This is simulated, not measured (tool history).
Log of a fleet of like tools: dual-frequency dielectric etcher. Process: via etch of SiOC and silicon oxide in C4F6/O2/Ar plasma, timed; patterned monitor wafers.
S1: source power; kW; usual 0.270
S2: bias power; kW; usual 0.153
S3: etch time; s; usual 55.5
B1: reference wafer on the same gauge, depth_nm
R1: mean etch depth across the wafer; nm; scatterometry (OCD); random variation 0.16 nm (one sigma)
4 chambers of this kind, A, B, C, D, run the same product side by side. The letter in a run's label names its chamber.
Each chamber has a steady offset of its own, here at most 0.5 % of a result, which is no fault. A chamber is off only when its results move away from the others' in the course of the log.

{"run": "1D", "hour": 10.3, "S1": 0.27, "S2": 0.153, "S3": 55.5, "B1": 54.385, "R1": 51.379}
{"run": "2C", "hour": 19.5, "S1": 0.27, "S2": 0.153, "S3": 55.5, "B1": 54.405, "R1": 51.137}
{"run": "3A", "hour": 28.0, "S1": 0.27, "S2": 0.153, "S3": 55.5, "B1": 54.355, "R1": 50.645}
{"hour": 28.1, "done": "chamber A: wet clean of the chamber"}
{"run": "4B", "hour": 33.7, "S1": 0.27, "S2": 0.153, "S3": 55.5, "B1": 54.431, "R1": 50.706}
{"run": "5A", "hour": 39.4, "S1": 0.27, "S2": 0.153, "S3": 55.5, "B1": 54.412, "R1": 50.974}
{"run": "6D", "hour": 46.5, "S1": 0.27, "S2": 0.153, "S3": 55.5, "B1": 54.409, "R1": 51.271}
{"run": "7B", "hour": 54.2, "S1": 0.27, "S2": 0.153, "S3": 55.5, "B1": 54.381, "R1": 51.32}
{"run": "8C", "hour": 62.1, "S1": 0.33, "S2": 0.153, "S3": 55.5, "B1": 54.421, "R1": 55.11}
{"run": "9A", "hour": 69.9, "S1": 0.33, "S2": 0.153, "S3": 55.5, "B1": 54.385, "R1": 55.706}
{"hour": 71.9, "done": "chamber C: wet clean of the chamber"}
{"run": "10C", "hour": 77.1, "S1": 0.33, "S2": 0.153, "S3": 55.5, "B1": 54.401, "R1": 57.736}
{"run": "11B", "hour": 85.7, "S1": 0.33, "S2": 0.153, "S3": 55.5, "B1": 54.426, "R1": 54.613}
{"run": "12D", "hour": 95.2, "S1": 0.27, "S2": 0.153, "S3": 55.5, "B1": 54.388, "R1": 51.283}
{"run": "13B", "hour": 103.8, "S1": 0.27, "S2": 0.153, "S3": 55.5, "B1": 54.381, "R1": 50.986}
{"hour": 106.0, "done": "chamber D: wet clean of the chamber"}
{"run": "14A", "hour": 115.1, "S1": 0.27, "S2": 0.153, "S3": 55.5, "B1": 54.369, "R1": 51.092}
{"run": "15D", "hour": 121.5, "S1": 0.27, "S2": 0.153, "S3": 55.5, "B1": 54.407, "R1": 51.117}
{"run": "16C", "hour": 131.3, "S1": 0.27, "S2": 0.153, "S3": 55.5, "B1": 54.414, "R1": 53.067}
{"run": "17B", "hour": 139.9, "S1": 0.27, "S2": 0.153, "S3": 55.5, "B1": 54.389, "R1": 50.739}
{"run": "18C", "hour": 147.7, "S1": 0.27, "S2": 0.153, "S3": 55.5, "B1": 54.366, "R1": 53.313}
{"run": "19D", "hour": 154.2, "S1": 0.27, "S2": 0.153, "S3": 55.5, "B1": 54.45, "R1": 51.209}
{"run": "20A", "hour": 160.1, "S1": 0.33, "S2": 0.153, "S3": 55.5, "B1": 54.364, "R1": 55.238}
{"run": "21C", "hour": 165.6, "S1": 0.33, "S2": 0.153, "S3": 55.5, "B1": 54.436, "R1": 57.662}
{"run": "22A", "hour": 173.1, "S1": 0.33, "S2": 0.153, "S3": 55.5, "B1": 54.369, "R1": 55.249}
{"run": "23D", "hour": 180.5, "S1": 0.33, "S2": 0.153, "S3": 55.5, "B1": 54.42, "R1": 55.74}
{"run": "24B", "hour": 190.7, "S1": 0.27, "S2": 0.153, "S3": 55.5, "B1": 54.375, "R1": 50.783}
{"run": "25D", "hour": 197.8, "S1": 0.27, "S2": 0.153, "S3": 55.5, "B1": 54.447, "R1": 51.333}
{"run": "26C", "hour": 205.2, "S1": 0.27, "S2": 0.153, "S3": 55.5, "B1": 54.373, "R1": 53.184}

Is one chamber off against the others, does the gauge drift, or is nothing wrong? If a chamber is off, say which, and what the likeliest cause is.

A service left chamber C off against the others.
Cause: etch rate over this chamber's usual, % = 4.26.

Here are 4 candidates for chamber C's next run, each the usual settings with a change, their results left as question marks. Which one brings its results back in line with what the others give on the usual settings?
In line means no further than this from the other chambers' mean on the usual settings: R1 0.570 nm
{"run": "27C-1", "hour": 213.3, "S1": 0.27, "S2": 0.172, "S3": 55.5, "R1": "?"}
{"run": "27C-2", "hour": 213.3, "S1": 0.27, "S2": 0.154, "S3": 56.5, "R1": "?"}
{"run": "27C-3", "hour": 213.3, "S1": 0.27, "S2": 0.134, "S3": 55.5, "R1": "?"}
{"run": "27C-4", "hour": 213.3, "S1": 0.27, "S2": 0.152, "S3": 54.5, "R1": "?"}

The other chambers' mean on the usual settings: R1 51.071 nm
run=27C-1 R1=55.259
run=27C-2 R1=54.279
run=27C-3 R1=51.032
run=27C-4 R1=52.139
27C-3 brings the chamber back in line.
